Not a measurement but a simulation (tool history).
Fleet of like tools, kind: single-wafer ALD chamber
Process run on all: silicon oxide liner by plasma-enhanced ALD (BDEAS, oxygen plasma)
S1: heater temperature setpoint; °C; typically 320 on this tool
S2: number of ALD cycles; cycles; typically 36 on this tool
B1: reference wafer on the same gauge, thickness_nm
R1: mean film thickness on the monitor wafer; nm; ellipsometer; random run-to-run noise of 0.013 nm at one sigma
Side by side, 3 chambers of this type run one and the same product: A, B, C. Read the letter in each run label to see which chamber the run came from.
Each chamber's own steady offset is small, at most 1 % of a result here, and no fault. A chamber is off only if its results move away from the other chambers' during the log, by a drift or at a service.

{"run": "1B", "hour": 5.0, "S1": 320, "S2": 36, "B1": 3.0617, "R1": 3.2599}
{"run": "2C", "hour": 9.6, "S1": 320, "S2": 36, "B1": 3.061, "R1": 3.2736}
{"run": "3A", "hour": 14.8, "S1": 320, "S2": 36, "B1": 3.0577, "R1": 3.2648}
{"run": "4B", "hour": 18.4, "S1": 320, "S2": 36, "B1": 3.0609, "R1": 3.2723}
{"run": "5C", "hour": 23.6, "S1": 333, "S2": 36, "B1": 3.058, "R1": 3.1828}
{"run": "6A", "hour": 29.2, "S1": 333, "S2": 36, "B1": 3.0635, "R1": 3.2103}
{"run": "7C", "hour": 33.8, "S1": 333, "S2": 36, "B1": 3.0614, "R1": 3.1892}
{"run": "8A", "hour": 39.0, "S1": 320, "S2": 36, "B1": 3.0607, "R1": 3.2569}
{"run": "9B", "hour": 41.9, "S1": 320, "S2": 36, "B1": 3.0588, "R1": 3.2541}
{"run": "10C", "hour": 45.1, "S1": 320, "S2": 36, "B1": 3.0594, "R1": 3.2324}
{"run": "11B", "hour": 50.2, "S1": 325, "S2": 33, "B1": 3.0624, "R1": 2.9636}
{"run": "12A", "hour": 54.0, "S1": 325, "S2": 33, "B1": 3.0587, "R1": 2.9853}
{"run": "13A", "hour": 58.9, "S1": 325, "S2": 33, "B1": 3.0617, "R1": 2.9873}
{"run": "14C", "hour": 64.8, "S1": 320, "S2": 30, "B1": 3.058, "R1": 2.6947}
{"run": "15B", "hour": 70.2, "S1": 320, "S2": 30, "B1": 3.0594, "R1": 2.709}
{"run": "16C", "hour": 73.7, "S1": 320, "S2": 30, "B1": 3.06, "R1": 2.7104}
{"run": "17B", "hour": 78.0, "S1": 320, "S2": 36, "B1": 3.0586, "R1": 3.241}
{"run": "18A", "hour": 81.3, "S1": 320, "S2": 36, "B1": 3.0626, "R1": 3.2775}
{"run": "19A", "hour": 87.4, "S1": 320, "S2": 36, "B1": 3.0592, "R1": 3.2729}
{"run": "20B", "hour": 90.7, "S1": 320, "S2": 36, "B1": 3.0615, "R1": 3.2481}
{"run": "21C", "hour": 95.8, "S1": 320, "S2": 36, "B1": 3.057, "R1": 3.2502}

Is one chamber off against the others, does the gauge drift, or is nothing wrong? If a chamber is off, say which, and what the likeliest cause is.

No chamber is off and the gauge is stable; the differences are just each chamber's small, constant offset.

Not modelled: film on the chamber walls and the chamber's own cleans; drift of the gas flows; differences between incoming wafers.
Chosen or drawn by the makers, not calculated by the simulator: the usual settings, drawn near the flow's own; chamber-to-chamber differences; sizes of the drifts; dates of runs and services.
